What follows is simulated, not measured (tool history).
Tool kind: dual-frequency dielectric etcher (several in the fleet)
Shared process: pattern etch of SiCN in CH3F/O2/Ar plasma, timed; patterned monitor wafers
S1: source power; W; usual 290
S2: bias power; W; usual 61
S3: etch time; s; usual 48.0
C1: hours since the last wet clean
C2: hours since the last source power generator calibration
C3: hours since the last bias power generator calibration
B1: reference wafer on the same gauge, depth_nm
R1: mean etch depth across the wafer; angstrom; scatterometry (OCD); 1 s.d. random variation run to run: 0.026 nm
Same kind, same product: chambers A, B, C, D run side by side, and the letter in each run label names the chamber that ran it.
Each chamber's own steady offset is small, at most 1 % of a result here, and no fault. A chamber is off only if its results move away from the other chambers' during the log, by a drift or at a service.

run,hour,S1,S2,S3,C1,C2,C3,B1,R1
1A,9.3,290,61,48.0,174.5,1795.0,549.1,13.604,150.69
2D,19.7,290,61,48.0,589.8,578.7,1128.8,13.611,149.82
3C,25.6,290,61,48.0,67.3,1449.0,1691.1,13.609,150.75
4B,36.1,290,61,48.0,189.3,2398.7,2093.1,13.612,150.68
5D,42.5,290,61,48.0,612.6,601.5,1151.6,13.612,149.75
6B,49.9,290,61,48.0,203.1,2412.5,2106.9,13.616,150.16
7C,59.1,290,61,48.0,100.8,1482.5,1724.6,13.623,150.67
8A,69.1,290,61,48.0,234.3,1854.8,608.9,13.617,150.95
# hour 70.3: chamber D: wet clean of the chamber
9C,74.5,290,61,48.0,116.2,1497.9,1740.0,13.623,150.49
10D,83.8,290,61,48.0,13.5,642.8,1192.9,13.617,149.49
11B,90.2,290,61,48.0,243.4,2452.8,2147.2,13.624,150.40
12A,98.5,290,61,48.0,263.7,1884.2,638.3,13.630,150.77
13D,106.8,290,61,48.0,36.5,665.8,1215.9,13.627,150.18
14C,111.9,290,61,48.0,153.6,1535.3,1777.4,13.637,150.99
15B,118.6,290,61,48.0,271.8,2481.2,2175.6,13.641,150.48
16A,126.7,310,61,48.0,291.9,1912.4,666.5,13.636,155.04
17A,133.4,310,61,48.0,298.6,1919.1,673.2,13.644,154.36
# hour 139.3: chamber A: source power generator calibrated
18C,143.7,310,61,48.0,185.4,1567.1,1809.2,13.640,154.78
19D,151.7,310,61,48.0,81.4,710.7,1260.8,13.639,153.49
20B,161.1,290,61,48.0,314.3,2523.7,2218.1,13.652,150.95
21D,171.9,290,61,48.0,101.6,730.9,1281.0,13.651,149.87
22A,180.5,290,61,48.0,345.7,41.3,720.3,13.653,151.38
23B,186.2,290,61,48.0,339.4,2548.8,2243.2,13.657,150.40
24C,196.7,290,61,48.0,238.4,1620.1,1862.2,13.657,151.43
25D,203.9,290,61,48.0,133.6,762.9,1313.0,13.668,150.25
26A,213.4,290,61,48.0,378.6,74.2,753.2,13.659,151.41
27C,220.8,290,56,34.5,262.5,1644.2,1886.3,13.658,105.38
28B,230.5,290,56,34.5,383.7,2593.1,2287.5,13.674,105.18
29C,237.1,290,56,34.5,278.8,1660.5,1902.6,13.671,105.38
30D,245.1,290,56,34.5,174.8,804.1,1354.2,13.671,104.58
31B,254.8,290,75,48.0,408.0,2617.4,2311.8,13.668,162.81
32A,260.2,290,75,48.0,425.4,121.0,800.0,13.675,162.82
33D,268.5,290,75,48.0,198.2,827.5,1377.6,13.678,161.57
34A,278.2,290,75,48.0,443.4,139.0,818.0,13.684,163.56
35C,286.6,290,61,48.0,328.3,1710.0,1952.1,13.680,151.68
36B,292.8,290,61,48.0,446.0,2655.4,2349.8,13.685,151.48
37D,303.4,290,71,36.5,233.1,862.4,1412.5,13.690,120.61
# hour 305.5: chamber A: wet clean of the chamber
38B,312.4,290,71,36.5,465.6,2675.0,2369.4,13.688,121.37
39C,317.2,290,71,36.5,358.9,1740.6,1982.7,13.691,121.43
40A,324.0,290,71,36.5,18.6,184.8,863.8,13.701,121.69

All 4 chambers run these settings next. Forecast each chamber's results:
41A,331.9,290,61,48.0,,,,,?
41B,331.9,290,61,48.0,,,,,?
41C,331.9,290,61,48.0,,,,,?
41D,331.9,290,61,48.0,,,,,?

run,R1
41A,151.46
41B,151.05
41C,151.35
41D,150.15
